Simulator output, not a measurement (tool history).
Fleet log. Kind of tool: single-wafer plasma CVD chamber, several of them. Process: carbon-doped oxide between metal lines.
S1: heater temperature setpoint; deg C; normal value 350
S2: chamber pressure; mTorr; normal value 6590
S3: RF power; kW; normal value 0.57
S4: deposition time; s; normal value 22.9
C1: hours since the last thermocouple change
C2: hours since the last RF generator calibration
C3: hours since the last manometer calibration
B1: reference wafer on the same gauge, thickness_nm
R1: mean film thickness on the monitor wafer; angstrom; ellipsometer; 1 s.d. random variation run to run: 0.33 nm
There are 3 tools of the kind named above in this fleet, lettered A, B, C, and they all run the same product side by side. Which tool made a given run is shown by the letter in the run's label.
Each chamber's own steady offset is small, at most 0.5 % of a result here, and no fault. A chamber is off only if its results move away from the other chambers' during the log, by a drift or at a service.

run,hour,S1,S2,S3,S4,C1,C2,C3,B1,R1
1B,8.3,350,6590,0.57,22.9,2710.9,1260.7,202.2,132.93,1313.5
2A,17.4,350,6590,0.57,22.9,1130.7,1063,185.1,133.04,1315.7
3C,22.6,350,6590,0.57,22.9,264,1355.9,1188.9,132.95,1306.9
4B,28.9,350,6590,0.57,22.9,2731.5,1281.3,222.8,133.03,1315.7
5A,34,350,6590,0.57,22.9,1147.3,1079.6,201.7,132.91,1318.6
6C,44.6,350,6590,0.57,22.9,286,1377.9,1210.9,132.97,1307.8
7C,52.9,350,6590,0.57,21.1,294.3,1386.2,1219.2,133.02,1203.1
8A,58.5,350,6590,0.57,21.1,1171.8,1104.1,226.2,132.97,1213.6
9B,67.1,350,6590,0.57,21.1,2769.7,1319.5,261,132.97,1209.5
10B,72.8,350,6590,0.57,22.9,2775.4,1325.2,266.7,132.91,1320.5
11A,82.9,350,6590,0.57,22.9,1196.2,1128.5,250.6,133.01,1321.5
12C,88.5,350,6590,0.57,22.9,329.9,1421.8,1254.8,132.99,1311.7
13A,96.6,350,6590,0.57,22.9,1209.9,1142.2,264.3,132.9,1312.5
14C,104.4,350,6590,0.57,22.9,345.8,1437.7,1270.7,133.01,1309.5
15B,114.1,350,6590,0.57,22.9,2816.7,1366.5,308,133.05,1308.7
16A,124.6,350,6590,0.57,22.9,1237.9,1170.2,292.3,133,1315.2
17C,132.7,350,6590,0.57,22.9,374.1,1466,1299,132.97,1298.9
18B,143.7,350,6590,0.57,22.9,2846.3,1396.1,337.6,133.02,1310.4
19B,149.4,350,6590,0.57,22.9,2852,1401.8,343.3,133.08,1306.8
20C,157.4,350,6590,0.57,22.9,398.8,1490.7,1323.7,132.99,1304.9
21A,168.6,350,6590,0.57,22.9,1281.9,1214.2,336.3,132.98,1318.8
22B,175.3,350,6590,0.57,22.9,2877.9,1427.7,369.2,133.02,1312.5
23A,183.3,350,6590,0.57,22.9,1296.6,1228.9,351,133.13,1309.4
# hour 185.7: chamber B: RF generator calibrated
24C,194,350,6590,0.57,22.9,435.4,1527.3,1360.3,132.99,1299
25B,204.4,350,5430,0.57,22.9,2907,18.8,398.3,133.05,1283.9
26A,211,350,5430,0.57,22.9,1324.3,1256.6,378.7,132.93,1292.5
27C,221.4,350,5430,0.57,22.9,462.8,1554.7,1387.7,133.11,1266.4

Each of the 3 chambers runs these same settings next. Fill in every chamber's results:
28A,229.7,350,6590,0.57,22.9,,,,,?
28B,229.7,350,6590,0.57,22.9,,,,,?
28C,229.7,350,6590,0.57,22.9,,,,,?

run,R1
28A,1323.6
28B,1317.4
28C,1295.9
